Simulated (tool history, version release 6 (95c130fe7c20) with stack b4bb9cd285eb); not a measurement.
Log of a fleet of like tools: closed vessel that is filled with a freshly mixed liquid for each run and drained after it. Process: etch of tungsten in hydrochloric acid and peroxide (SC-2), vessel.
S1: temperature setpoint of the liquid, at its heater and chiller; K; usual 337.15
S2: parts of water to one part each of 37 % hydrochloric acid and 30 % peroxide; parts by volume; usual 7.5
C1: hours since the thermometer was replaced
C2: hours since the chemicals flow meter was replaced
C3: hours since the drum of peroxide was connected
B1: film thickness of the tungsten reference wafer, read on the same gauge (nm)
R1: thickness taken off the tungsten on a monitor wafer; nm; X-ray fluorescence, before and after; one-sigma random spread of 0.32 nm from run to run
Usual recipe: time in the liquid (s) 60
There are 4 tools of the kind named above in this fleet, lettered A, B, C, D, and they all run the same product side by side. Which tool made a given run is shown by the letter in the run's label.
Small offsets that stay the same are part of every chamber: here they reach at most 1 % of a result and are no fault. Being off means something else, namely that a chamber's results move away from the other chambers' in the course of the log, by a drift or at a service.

{"run": "1C", "day": 0.212, "S1": 337.15, "S2": 7.5, "time in the liquid (s)": 60, "C1": 1190.7, "C2": 943.1, "C3": 52.7, "B1": 50.007, "R1": 52.539}
{"run": "2A", "day": 0.392, "S1": 337.15, "S2": 7.5, "time in the liquid (s)": 60, "C1": 360.9, "C2": 518.3, "C3": 288.3, "B1": 50.007, "R1": 51.692}
{"run": "3B", "day": 0.621, "S1": 337.15, "S2": 7.5, "time in the liquid (s)": 60, "C1": 206.4, "C2": 555.8, "C3": 372.4, "B1": 49.988, "R1": 51.888}
{"run": "4D", "day": 0.85, "S1": 337.15, "S2": 7.5, "time in the liquid (s)": 60, "C1": 905.7, "C2": 613.7, "C3": 600.1, "B1": 50.052, "R1": 53.114}
{"run": "5D", "day": 1.075, "S1": 337.15, "S2": 7.5, "time in the liquid (s)": 60, "C1": 911.1, "C2": 619.1, "C3": 605.5, "B1": 49.989, "R1": 52.097}
{"run": "6B", "day": 1.225, "S1": 337.15, "S2": 7.5, "time in the liquid (s)": 60, "C1": 220.9, "C2": 570.3, "C3": 386.9, "B1": 50.02, "R1": 51.968}
{"run": "7C", "day": 1.375, "S1": 337.15, "S2": 7.5, "time in the liquid (s)": 60, "C1": 1218.6, "C2": 971.0, "C3": 80.6, "B1": 49.992, "R1": 51.378}
{"run": "8A", "day": 1.508, "S1": 337.15, "S2": 7.5, "time in the liquid (s)": 60, "C1": 387.7, "C2": 545.1, "C3": 315.1, "B1": 50.013, "R1": 52.33}
{"run": "9A", "day": 1.679, "S1": 337.15, "S2": 7.5, "time in the liquid (s)": 60, "C1": 391.8, "C2": 549.2, "C3": 319.2, "B1": 49.996, "R1": 52.602}
{"run": "10D", "day": 1.808, "S1": 337.15, "S2": 7.5, "time in the liquid (s)": 60, "C1": 928.7, "C2": 636.7, "C3": 623.1, "B1": 49.998, "R1": 52.298}
{"day": 2.004, "done": "chamber D: new drum of peroxide connected"}
{"run": "11B", "day": 2.067, "S1": 337.15, "S2": 7.5, "time in the liquid (s)": 60, "C1": 241.1, "C2": 590.5, "C3": 407.1, "B1": 50.033, "R1": 52.198}
{"run": "12C", "day": 2.292, "S1": 337.15, "S2": 7.5, "time in the liquid (s)": 60, "C1": 1240.6, "C2": 993.0, "C3": 102.6, "B1": 49.982, "R1": 51.818}
{"run": "13B", "day": 2.425, "S1": 337.15, "S2": 7.5, "time in the liquid (s)": 60, "C1": 249.7, "C2": 599.1, "C3": 415.7, "B1": 50.026, "R1": 51.732}
{"run": "14C", "day": 2.554, "S1": 337.15, "S2": 7.5, "time in the liquid (s)": 60, "C1": 1246.9, "C2": 999.3, "C3": 108.9, "B1": 49.991, "R1": 52.443}
{"run": "15D", "day": 2.812, "S1": 337.15, "S2": 7.5, "time in the liquid (s)": 60, "C1": 952.8, "C2": 660.8, "C3": 19.4, "B1": 49.997, "R1": 53.063}
{"run": "16A", "day": 3.038, "S1": 333.65, "S2": 7.5, "time in the liquid (s)": 60, "C1": 424.4, "C2": 581.8, "C3": 351.8, "B1": 49.992, "R1": 42.17}
{"run": "17D", "day": 3.158, "S1": 333.65, "S2": 7.5, "time in the liquid (s)": 60, "C1": 961.1, "C2": 669.1, "C3": 27.7, "B1": 49.987, "R1": 42.132}
{"run": "18B", "day": 3.296, "S1": 333.65, "S2": 7.5, "time in the liquid (s)": 60, "C1": 270.6, "C2": 620.0, "C3": 436.6, "B1": 49.998, "R1": 42.155}
{"run": "19A", "day": 3.521, "S1": 333.65, "S2": 7.5, "time in the liquid (s)": 60, "C1": 436.0, "C2": 593.4, "C3": 363.4, "B1": 50.011, "R1": 41.884}
{"run": "20C", "day": 3.738, "S1": 337.15, "S2": 7.5, "time in the liquid (s)": 60, "C1": 1275.3, "C2": 1027.7, "C3": 137.3, "B1": 50.003, "R1": 52.086}
{"run": "21C", "day": 3.867, "S1": 337.15, "S2": 7.5, "time in the liquid (s)": 60, "C1": 1278.4, "C2": 1030.8, "C3": 140.4, "B1": 49.982, "R1": 51.919}
{"run": "22D", "day": 3.988, "S1": 337.15, "S2": 7.5, "time in the liquid (s)": 60, "C1": 981.0, "C2": 689.0, "C3": 47.6, "B1": 50.0, "R1": 52.612}
{"run": "23A", "day": 4.117, "S1": 337.15, "S2": 7.5, "time in the liquid (s)": 60, "C1": 450.3, "C2": 607.7, "C3": 377.7, "B1": 50.0, "R1": 52.823}
{"run": "24B", "day": 4.229, "S1": 337.15, "S2": 7.5, "time in the liquid (s)": 60, "C1": 293.0, "C2": 642.4, "C3": 459.0, "B1": 50.03, "R1": 51.97}
{"run": "25D", "day": 4.433, "S1": 337.15, "S2": 7.5, "time in the liquid (s)": 60, "C1": 991.7, "C2": 699.7, "C3": 58.3, "B1": 50.006, "R1": 51.966}
{"run": "26C", "day": 4.596, "S1": 337.15, "S2": 7.5, "time in the liquid (s)": 60, "C1": 1295.9, "C2": 1048.3, "C3": 157.9, "B1": 50.0, "R1": 51.75}
{"run": "27B", "day": 4.742, "S1": 337.15, "S2": 7.5, "time in the liquid (s)": 60, "C1": 305.3, "C2": 654.7, "C3": 471.3, "B1": 50.008, "R1": 52.258}
{"run": "28A", "day": 4.962, "S1": 337.15, "S2": 7.5, "time in the liquid (s)": 45, "C1": 470.6, "C2": 628.0, "C3": 398.0, "B1": 49.985, "R1": 39.364}
{"run": "29A", "day": 5.138, "S1": 337.15, "S2": 7.5, "time in the liquid (s)": 45, "C1": 474.8, "C2": 632.2, "C3": 402.2, "B1": 49.995, "R1": 39.508}
{"run": "30D", "day": 5.388, "S1": 337.15, "S2": 7.5, "time in the liquid (s)": 45, "C1": 1014.6, "C2": 722.6, "C3": 81.2, "B1": 49.998, "R1": 38.975}
{"run": "31B", "day": 5.6, "S1": 337.15, "S2": 7.5, "time in the liquid (s)": 45, "C1": 325.9, "C2": 675.3, "C3": 491.9, "B1": 49.98, "R1": 39.633}

Each of the 4 chambers runs these same settings next. Fill in every chamber's results:
{"run": "32A", "day": 5.788, "S1": 337.15, "S2": 7.5, "time in the liquid (s)": 60, "R1": "?"}
{"run": "32B", "day": 5.788, "S1": 337.15, "S2": 7.5, "time in the liquid (s)": 60, "R1": "?"}
{"run": "32C", "day": 5.788, "S1": 337.15, "S2": 7.5, "time in the liquid (s)": 60, "R1": "?"}
{"run": "32D", "day": 5.788, "S1": 337.15, "S2": 7.5, "time in the liquid (s)": 60, "R1": "?"}

run=32A R1=52.135
run=32B R1=52.785
run=32C R1=52.660
run=32D R1=52.226
